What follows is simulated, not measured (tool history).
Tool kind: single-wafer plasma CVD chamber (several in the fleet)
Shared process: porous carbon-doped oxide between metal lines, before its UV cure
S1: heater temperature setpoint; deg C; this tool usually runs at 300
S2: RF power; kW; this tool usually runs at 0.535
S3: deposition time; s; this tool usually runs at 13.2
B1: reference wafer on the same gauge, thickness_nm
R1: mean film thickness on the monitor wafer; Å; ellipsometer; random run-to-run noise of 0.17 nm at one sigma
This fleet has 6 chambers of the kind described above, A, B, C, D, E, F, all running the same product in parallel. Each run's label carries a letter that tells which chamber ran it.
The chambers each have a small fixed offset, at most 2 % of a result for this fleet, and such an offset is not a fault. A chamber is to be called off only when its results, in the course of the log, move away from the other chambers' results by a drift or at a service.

run	day	S1	S2	S3	B1	R1
1D	0.225	300	0.535	13.2	82.602	767.65
2A	0.425	300	0.535	13.2	82.616	776.98
3B	0.654	300	0.535	13.2	82.582	752.3
4F	0.892	300	0.535	13.2	82.58	766.19
5E	1.05	300	0.535	13.2	82.626	769.25
6C	1.254	300	0.535	13.2	82.564	770.63
7B	1.425	300	0.535	13.2	82.634	755.05
8D	1.596	300	0.535	13.2	82.615	763.08
# day 1.683: chamber B: thermocouple changed; heater temperature recalibrated
9A	1.8	300	0.535	13.2	82.61	777.88
# day 1.883: chamber F: RF generator calibrated
# day 2.021: chamber E: thermocouple changed; heater temperature recalibrated
10C	2.054	300	0.535	13.2	82.615	774.99
11F	2.183	300	0.535	13.2	82.628	769.74
12E	2.417	300	0.535	13.2	82.616	769.44
13C	2.533	300	0.535	13.2	82.572	775.07
14E	2.704	300	0.535	13.2	82.647	770.47
15B	2.95	300	0.535	13.2	82.613	757.14
16D	3.133	300	0.535	13.2	82.587	767.32
17A	3.3	300	0.535	13.2	82.629	776.72
18F	3.546	300	0.535	13.2	82.636	769
19F	3.688	300	0.535	13.2	82.58	771
20A	3.817	300	0.535	13.2	82.593	780.79
21C	4.021	300	0.535	13.2	82.663	771.49
22E	4.279	300	0.535	13.2	82.563	770.22
23D	4.488	300	0.535	13.2	82.576	767.12
24B	4.692	300	0.535	13.2	82.597	756.61
25E	4.896	300	0.535	13.2	82.577	771.18
26F	5.142	300	0.535	13.2	82.604	770.07
27A	5.262	308	0.535	13.2	82.559	742.04
28B	5.471	308	0.535	13.2	82.571	719.39
29D	5.633	308	0.535	13.2	82.627	735.02
30C	5.796	308	0.535	13.2	82.59	739.04
31F	5.954	308	0.535	13.2	82.67	734.66
32D	6.179	308	0.535	13.2	82.598	731.78
33B	6.417	300	0.535	13.2	82.613	752.52
34C	6.671	300	0.535	13.2	82.624	771.26
35A	6.921	300	0.535	13.2	82.585	776.97
36E	7.179	300	0.535	13.2	82.58	770.72
37C	7.342	300	0.535	13.2	82.599	768.54
38A	7.554	310	0.535	13.2	82.59	734.81

The same settings go to every chamber for the next run, one line per chamber below. Forecast the results for each:
39A	7.742	300	0.535	13.2		?
39B	7.742	300	0.535	13.2		?
39C	7.742	300	0.535	13.2		?
39D	7.742	300	0.535	13.2		?
39E	7.742	300	0.535	13.2		?
39F	7.742	300	0.535	13.2		?

run	R1
39A	778.43
39B	753.47
39C	771.07
39D	763.87
39E	773.03
39F	774.54
